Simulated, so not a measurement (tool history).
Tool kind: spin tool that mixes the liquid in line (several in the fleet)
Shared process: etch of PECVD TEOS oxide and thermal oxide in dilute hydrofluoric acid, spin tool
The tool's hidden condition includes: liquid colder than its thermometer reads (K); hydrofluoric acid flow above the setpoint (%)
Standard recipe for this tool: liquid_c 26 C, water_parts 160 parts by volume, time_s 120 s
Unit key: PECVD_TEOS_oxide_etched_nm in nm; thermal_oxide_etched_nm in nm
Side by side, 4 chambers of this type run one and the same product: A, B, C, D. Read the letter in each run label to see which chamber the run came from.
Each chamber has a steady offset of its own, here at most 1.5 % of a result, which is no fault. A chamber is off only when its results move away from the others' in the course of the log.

run	hour	liquid_c	water_parts	time_s	hours since the thermometer was replaced	hours since the hydrofluoric acid flow meter was replaced	read-back film thickness of the PECVD TEOS oxide reference wafer, read on the same gauge (nm)	read-back film thickness of the thermal oxide reference wafer, read on the same gauge (nm)	PECVD_TEOS_oxide_etched_nm	thermal_oxide_etched_nm
1B	5	26	160	120	394.4	840	79.991	130.05	7.3209	3.6063
# hour 8.5: chamber A: thermometer replaced
2A	10.7	26	160	120	2.3	899.2	80.004	129.97	7.3472	3.5928
3D	16.1	26	160	120	1383.5	450	79.991	129.96	7.2784	3.5409
4C	20.9	26	160	120	332.1	633.3	79.986	129.98	7.452	3.5916
5A	26.5	26	160	120	18.1	915	80.003	129.96	7.337	3.6113
6B	31.3	26	160	120	420.7	866.3	80.001	130.01	7.3091	3.6887
7C	34	26	160	120	345.2	646.4	80.007	129.94	7.3885	3.6471
8D	38.4	26	160	120	1405.8	472.3	80.003	129.94	7.2899	3.5288
9C	44.2	26	160	120	355.4	656.6	80.013	130	7.4411	3.6432
10B	49.4	26	160	120	438.8	884.4	79.999	129.95	7.3404	3.5934
11A	55.5	26	160	120	47.1	944	80.013	129.99	7.3725	3.5693
12D	59.1	26	160	120	1426.5	493	79.997	129.97	7.313	3.5925
13C	63.1	26	160	120	374.3	675.5	80.004	130.02	7.4263	3.5982
14B	66.9	26	160	120	456.3	901.9	79.982	129.99	7.3176	3.61
15D	69.9	26	160	120	1437.3	503.8	79.993	130	7.3717	3.5658
16A	73.1	26	160	120	64.7	961.6	80.012	130.01	7.4208	3.6609
17D	77	26	160	120	1444.4	510.9	80.013	130.01	7.3372	3.5729
18A	81.3	26	160	120	72.9	969.8	79.986	130	7.3611	3.6301
19C	84.4	26	160	120	395.6	696.8	79.987	130	7.3901	3.6435
20B	87.9	26	160	120	477.3	922.9	80.006	130.02	7.3051	3.6269
# hour 89.9: chamber D: hydrofluoric acid flow meter replaced
21A	90.6	26	160	120	82.2	979.1	79.992	130.01	7.3749	3.5834
22B	93.9	26	160	120	483.3	928.9	80.027	130	7.3201	3.6134
23C	96.5	26	160	120	407.7	708.9	79.998	130.01	7.437	3.58
24D	101.6	26	160	120	1469	11.7	79.998	130.02	7.3545	3.5493
25C	106.9	26	160	120	418.1	719.3	80.01	130.02	7.4292	3.5823
26B	109.8	26	160	120	499.2	944.8	79.981	130.01	7.3559	3.635
27D	114	26	160	120	1481.4	24.1	80.013	130	7.3309	3.5845
28A	119.5	26	95	170	111.1	1008	79.998	129.98	19.432	9.3634

Read the log: is a single chamber off, either drifting away or since a service, is the gauge that measures every chamber drifting, or is nothing wrong beyond small per-chamber offsets? Name any odd chamber and what most likely caused it.

No chamber stands off beyond its own small offset, and the gauge holds steady.
